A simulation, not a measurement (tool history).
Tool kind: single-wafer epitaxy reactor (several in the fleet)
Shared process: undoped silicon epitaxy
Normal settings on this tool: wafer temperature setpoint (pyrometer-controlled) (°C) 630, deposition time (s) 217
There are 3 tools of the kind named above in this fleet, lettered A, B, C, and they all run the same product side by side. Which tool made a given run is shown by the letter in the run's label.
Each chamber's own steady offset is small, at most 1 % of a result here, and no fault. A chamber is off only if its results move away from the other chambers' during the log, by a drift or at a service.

run	hour	wafer temperature setpoint (pyrometer-controlled) (°C)	deposition time (s)	hours since the last pyrometer calibration	read-back reference wafer on the same gauge, thickness_nm	mean film thickness on the monitor wafer (angstrom)
1B	12.5	630	217	1698.8	23.391	232.88
2C	23.6	630	217	430.3	23.392	231.76
3A	35.3	630	217	1660.0	23.382	233.99
4C	44.9	630	217	451.6	23.378	231.54
5B	55.5	630	217	1741.8	23.375	232.68
6A	65.4	617	217	1690.1	23.376	174.20
7C	80.6	617	217	487.3	23.369	171.94
8B	92.0	617	217	1778.3	23.361	171.73
9A	103.3	630	217	1728.0	23.364	234.18
10A	111.4	630	179	1736.1	23.352	193.19
11C	119.7	630	179	526.4	23.350	191.19
12B	133.1	630	179	1819.4	23.349	192.23
13A	143.8	630	217	1768.5	23.344	233.85
14C	153.0	630	217	559.7	23.334	230.87
15B	164.9	630	217	1851.2	23.327	232.20
16A	173.2	622	217	1797.9	23.322	195.32
17C	188.9	622	217	595.6	23.324	192.40
18B	203.2	622	217	1889.5	23.318	192.71
19B	218.4	630	217	1904.7	23.311	231.93
20A	231.9	625	217	1856.6	23.300	208.64
21C	244.6	625	217	651.3	23.301	205.69

One chamber off, gauge drift, or nothing amiss beyond the chambers' own small offsets? If it is a chamber, which one, and what is the likeliest cause?

It is the gauge, not a chamber: its drift shows up in every chamber's results at once, and no chamber is off.
Likeliest cause: gauge reads low (%) = 0.463.
